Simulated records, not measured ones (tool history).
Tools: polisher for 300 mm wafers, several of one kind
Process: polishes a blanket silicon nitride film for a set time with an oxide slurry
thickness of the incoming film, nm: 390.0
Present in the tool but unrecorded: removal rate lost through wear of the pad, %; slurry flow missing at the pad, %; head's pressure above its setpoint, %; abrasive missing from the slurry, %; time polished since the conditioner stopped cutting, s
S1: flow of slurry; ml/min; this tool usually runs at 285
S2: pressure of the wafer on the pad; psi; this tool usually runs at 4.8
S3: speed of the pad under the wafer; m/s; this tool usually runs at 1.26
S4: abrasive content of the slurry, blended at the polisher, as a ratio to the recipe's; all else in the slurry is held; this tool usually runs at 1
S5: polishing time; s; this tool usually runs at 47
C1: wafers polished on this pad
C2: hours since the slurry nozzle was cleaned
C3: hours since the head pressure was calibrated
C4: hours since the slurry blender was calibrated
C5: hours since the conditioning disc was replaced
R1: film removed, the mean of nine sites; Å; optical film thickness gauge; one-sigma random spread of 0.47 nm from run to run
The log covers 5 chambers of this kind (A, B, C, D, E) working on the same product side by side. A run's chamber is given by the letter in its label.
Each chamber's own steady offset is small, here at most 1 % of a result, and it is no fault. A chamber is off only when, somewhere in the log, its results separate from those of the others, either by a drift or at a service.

-- hour=1.3 chamber B: worn pad replaced by a new one
-- hour=2.6 chamber D: worn pad replaced by a new one
run 1C hour=2.7 | S1=285 S2=4.8 S3=1.26 S4=1 S5=47 | C1=37 C2=916.5 C3=441.8 C4=222.0 C5=271.5 | R1=428.89
run 2B hour=7.0 | S1=285 S2=4.8 S3=1.26 S4=1 S5=47 | C1=63 C2=159.7 C3=767.4 C4=92.0 C5=98.1 | R1=432.02
run 3D hour=10.4 | S1=285 S2=4.8 S3=1.26 S4=1 S5=47 | C1=87 C2=518.9 C3=816.7 C4=169.8 C5=321.1 | R1=431.15
run 4A hour=14.2 | S1=285 S2=4.8 S3=1.26 S4=1 S5=47 | C1=616 C2=328.4 C3=434.0 C4=161.7 C5=191.6 | R1=427.30
-- hour=14.9 chamber A: conditioning disc replaced and pad reconditioned
run 5E hour=17.3 | S1=285 S2=4.8 S3=1.26 S4=1 S5=47 | C1=214 C2=650.4 C3=814.9 C4=399.8 C5=49.5 | R1=423.75
run 6A hour=21.7 | S1=285 S2=4.8 S3=1.26 S4=1 S5=47 | C1=700 C2=335.9 C3=441.5 C4=169.2 C5=6.9 | R1=430.94
-- hour=24.7 chamber A: worn pad replaced by a new one
run 7D hour=27.2 | S1=285 S2=4.8 S3=1.26 S4=1 S5=47 | C1=274 C2=535.7 C3=833.5 C4=186.6 C5=337.9 | R1=413.60
run 8B hour=30.4 | S1=285 S2=4.8 S3=1.26 S4=1 S5=47 | C1=324 C2=183.1 C3=790.8 C4=115.4 C5=121.5 | R1=425.05
run 9E hour=35.2 | S1=285 S2=4.8 S3=1.26 S4=1 S5=47 | C1=413 C2=668.3 C3=832.8 C4=417.7 C5=67.4 | R1=431.17
run 10C hour=39.2 | S1=285 S2=4.8 S3=1.26 S4=1 S5=47 | C1=443 C2=953.0 C3=478.3 C4=258.5 C5=308.0 | R1=427.92
-- hour=43.5 chamber B: conditioning disc replaced and pad reconditioned
run 11A hour=44.8 | S1=285 S2=4.8 S3=1.26 S4=1 S5=47 | C1=224 C2=359.0 C3=464.6 C4=192.3 C5=30.0 | R1=423.70
run 12D hour=50.0 | S1=285 S2=4.8 S3=1.26 S4=1 S5=47 | C1=528 C2=558.5 C3=856.3 C4=209.4 C5=360.7 | R1=423.38
run 13C hour=53.4 | S1=285 S2=4.8 S3=1.26 S4=1 S5=47 | C1=602 C2=967.2 C3=492.5 C4=272.7 C5=322.2 | R1=424.80
-- hour=58.5 chamber D: slurry blender recalibrated
run 14E hour=58.6 | S1=285 S2=4.8 S3=1.26 S4=1 S5=47 | C1=674 C2=691.7 C3=856.2 C4=441.1 C5=90.8 | R1=427.99
run 15B hour=63.7 | S1=285 S2=4.8 S3=1.26 S4=1 S5=47 | C1=695 C2=216.4 C3=824.1 C4=148.7 C5=20.3 | R1=432.07
-- hour=64.1 chamber B: worn pad replaced by a new one
-- hour=66.1 chamber E: slurry blender recalibrated
run 16B hour=67.1 | S1=285 S2=4.8 S3=1.26 S4=1 S5=47 | C1=34 C2=219.8 C3=827.5 C4=152.1 C5=23.7 | R1=425.77
-- hour=69.5 chamber C: worn pad replaced by a new one
-- hour=70.6 chamber D: slurry nozzle cleaned
run 17E hour=71.2 | S1=285 S2=4.8 S3=1.26 S4=1 S5=47 | C1=815 C2=704.3 C3=868.8 C4=5.1 C5=103.4 | R1=419.97
run 18D hour=74.7 | S1=285 S2=4.8 S3=1.26 S4=1 S5=47 | C1=803 C2=4.2 C3=881.0 C4=16.2 C5=385.4 | R1=422.85
-- hour=76.0 chamber C: slurry nozzle cleaned
-- hour=76.0 chamber E: slurry nozzle cleaned
run 19A hour=78.1 | S1=285 S2=4.8 S3=1.26 S4=1 S5=47 | C1=596 C2=392.3 C3=497.9 C4=225.6 C5=63.3 | R1=430.84
run 20C hour=81.6 | S1=285 S2=4.8 S3=1.26 S4=1 S5=58 | C1=135 C2=5.7 C3=520.7 C4=300.9 C5=350.4 | R1=532.25
run 21E hour=85.6 | S1=285 S2=4.8 S3=1.26 S4=1 S5=58 | C1=975 C2=9.7 C3=883.2 C4=19.5 C5=117.8 | R1=517.41
-- hour=89.7 chamber A: worn pad replaced by a new one
run 22C hour=90.1 | S1=285 S2=4.8 S3=1.26 S4=1 S5=58 | C1=230 C2=14.2 C3=529.2 C4=309.4 C5=358.9 | R1=525.09
-- hour=90.5 chamber B: slurry blender recalibrated
run 23B hour=92.8 | S1=285 S2=4.8 S3=1.26 S4=1 S5=58 | C1=320 C2=245.5 C3=853.2 C4=2.3 C5=49.4 | R1=527.54
run 24D hour=96.6 | S1=285 S2=4.8 S3=1.26 S4=1 S5=58 | C1=1048 C2=26.1 C3=902.9 C4=38.1 C5=407.3 | R1=525.73
-- hour=99.0 chamber E: worn pad replaced by a new one
run 25A hour=100.4 | S1=285 S2=4.8 S3=1.26 S4=1 S5=47 | C1=120 C2=414.6 C3=520.2 C4=247.9 C5=85.6 | R1=422.00
run 26C hour=104.4 | S1=285 S2=4.8 S3=1.26 S4=1 S5=47 | C1=389 C2=28.5 C3=543.5 C4=323.7 C5=373.2 | R1=430.16
-- hour=108.0 chamber C: conditioning disc replaced and pad reconditioned
run 27B hour=108.0 | S1=285 S2=4.8 S3=1.26 S4=1 S5=47 | C1=490 C2=260.7 C3=868.4 C4=17.5 C5=64.6 | R1=439.91
run 28E hour=110.9 | S1=285 S2=4.8 S3=1.26 S4=1 S5=47 | C1=133 C2=35.0 C3=908.5 C4=44.8 C5=143.1 | R1=414.26
run 29A hour=114.3 | S1=285 S2=4.8 S3=1.26 S4=1 S5=47 | C1=275 C2=428.5 C3=534.1 C4=261.8 C5=99.5 | R1=416.81
run 30D hour=120.0 | S1=285 S2=4.8 S3=1.26 S4=1 S5=47 | C1=1308 C2=49.5 C3=926.3 C4=61.5 C5=430.7 | R1=416.09
run 31C hour=123.2 | S1=285 S2=4.8 S3=1.26 S4=1 S5=47 | C1=599 C2=47.3 C3=562.3 C4=342.5 C5=15.3 | R1=418.07
run 32E hour=126.2 | S1=285 S2=5.5 S3=1.26 S4=1 S5=47 | C1=303 C2=50.3 C3=923.8 C4=60.1 C5=158.4 | R1=473.69

Has any chamber moved away from the others, gradually or after a service, or does the common gauge drift, or do the chambers differ only by their own small steady offsets? State the chamber and the most likely cause if one applies.

Beyond each chamber's small constant offset nothing stands out, and the gauge stays steady.
